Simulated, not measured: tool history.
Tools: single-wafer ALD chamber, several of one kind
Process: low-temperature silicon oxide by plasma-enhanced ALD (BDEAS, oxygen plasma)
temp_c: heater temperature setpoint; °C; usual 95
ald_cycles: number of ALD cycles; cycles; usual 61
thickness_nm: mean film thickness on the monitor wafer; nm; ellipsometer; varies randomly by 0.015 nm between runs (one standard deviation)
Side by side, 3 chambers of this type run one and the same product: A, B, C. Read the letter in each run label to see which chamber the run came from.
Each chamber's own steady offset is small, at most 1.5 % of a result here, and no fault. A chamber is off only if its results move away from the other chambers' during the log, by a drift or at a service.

| run | hour | temp_c | ald_cycles | hours since the last thermocouple change | read-back reference wafer on the same gauge, thickness_nm | thickness_nm |
|---|---|---|---|---|---|---|
| 1B | 3.9 | 95 | 61 | 1929.6 | 8.0507 | 8.7532 |
| 2A | 8.2 | 95 | 61 | 1136.2 | 8.0474 | 8.8673 |
| 3C | 14.3 | 95 | 61 | 1485.4 | 8.046 | 8.8536 |
| 4C | 17.7 | 95 | 61 | 1488.8 | 8.0445 | 8.8588 |
| 5B | 23 | 95 | 61 | 1948.7 | 8.0429 | 8.7547 |
| 6A | 27.4 | 95 | 61 | 1155.4 | 8.0433 | 8.8604 |
| 7A | 33.5 | 95 | 61 | 1161.5 | 8.0374 | 8.8709 |
| 8C | 37.7 | 95 | 61 | 1508.8 | 8.0417 | 8.8884 |
| 9B | 41.1 | 95 | 61 | 1966.8 | 8.0368 | 8.7394 |
| 10B | 45.4 | 84 | 61 | 1971.1 | 8.0364 | 9.1109 |
| 11A | 50.9 | 84 | 61 | 1178.9 | 8.0334 | 9.1915 |
| 12C | 54.1 | 84 | 61 | 1525.2 | 8.0329 | 9.2212 |
| 13A | 60.7 | 106 | 67 | 1188.7 | 8.0323 | 9.4592 |
| 14C | 66.5 | 106 | 67 | 1537.6 | 8.0294 | 9.4442 |
| 15B | 71.4 | 106 | 67 | 1997.1 | 8.0322 | 9.3245 |
| 16C | 77 | 95 | 61 | 1548.1 | 8.0271 | 8.8447 |
| 17B | 83.1 | 85 | 61 | 2008.8 | 8.0217 | 9.0392 |
| 18A | 88.5 | 85 | 61 | 1216.5 | 8.023 | 9.1448 |
| 19B | 95.1 | 85 | 61 | 2020.8 | 8.024 | 9.0511 |
| 20A | 101.1 | 95 | 49 | 1229.1 | 8.0188 | 7.0934 |
| 21C | 105.7 | 95 | 49 | 1576.8 | 8.0208 | 7.1039 |
| 22A | 111.7 | 95 | 49 | 1239.7 | 8.0155 | 7.0849 |
| 23B | 117.1 | 95 | 61 | 2042.8 | 8.0122 | 8.7361 |
| 24C | 122.2 | 95 | 61 | 1593.3 | 8.0076 | 8.7971 |
| 25A | 125.3 | 95 | 61 | 1253.3 | 8.0116 | 8.8422 |
| 26C | 129.5 | 95 | 61 | 1600.6 | 8.012 | 8.8153 |
| 27B | 135.8 | 95 | 61 | 2061.5 | 8.0067 | 8.7276 |
| 28B | 140.6 | 95 | 61 | 2066.3 | 8.0083 | 8.715 |
| 29A | 144.8 | 95 | 61 | 1272.8 | 8.0063 | 8.8608 |
| 30C | 149.2 | 95 | 67 | 1620.3 | 8.0049 | 9.6809 |
| 31B | 152.8 | 95 | 67 | 2078.5 | 8.0044 | 9.596 |
| 32A | 158.1 | 95 | 67 | 1286.1 | 8.0013 | 9.7041 |
| 33C | 163.9 | 95 | 61 | 1635 | 7.9993 | 8.7924 |
| 34B | 168.3 | 84 | 61 | 2094 | 8.0016 | 9.0599 |
| 35A | 173.3 | 84 | 61 | 1301.3 | 7.9957 | 9.1689 |

The same settings go to every chamber for the next run, one line per chamber below. Forecast the results for each:
| 36A | 178.3 | 95 | 61 |  |  | ? |
| 36B | 178.3 | 95 | 61 |  |  | ? |
| 36C | 178.3 | 95 | 61 |  |  | ? |

| run | thickness_nm |
|---|---|
| 36A | 8.8091 |
| 36B | 8.7067 |
| 36C | 8.8197 |
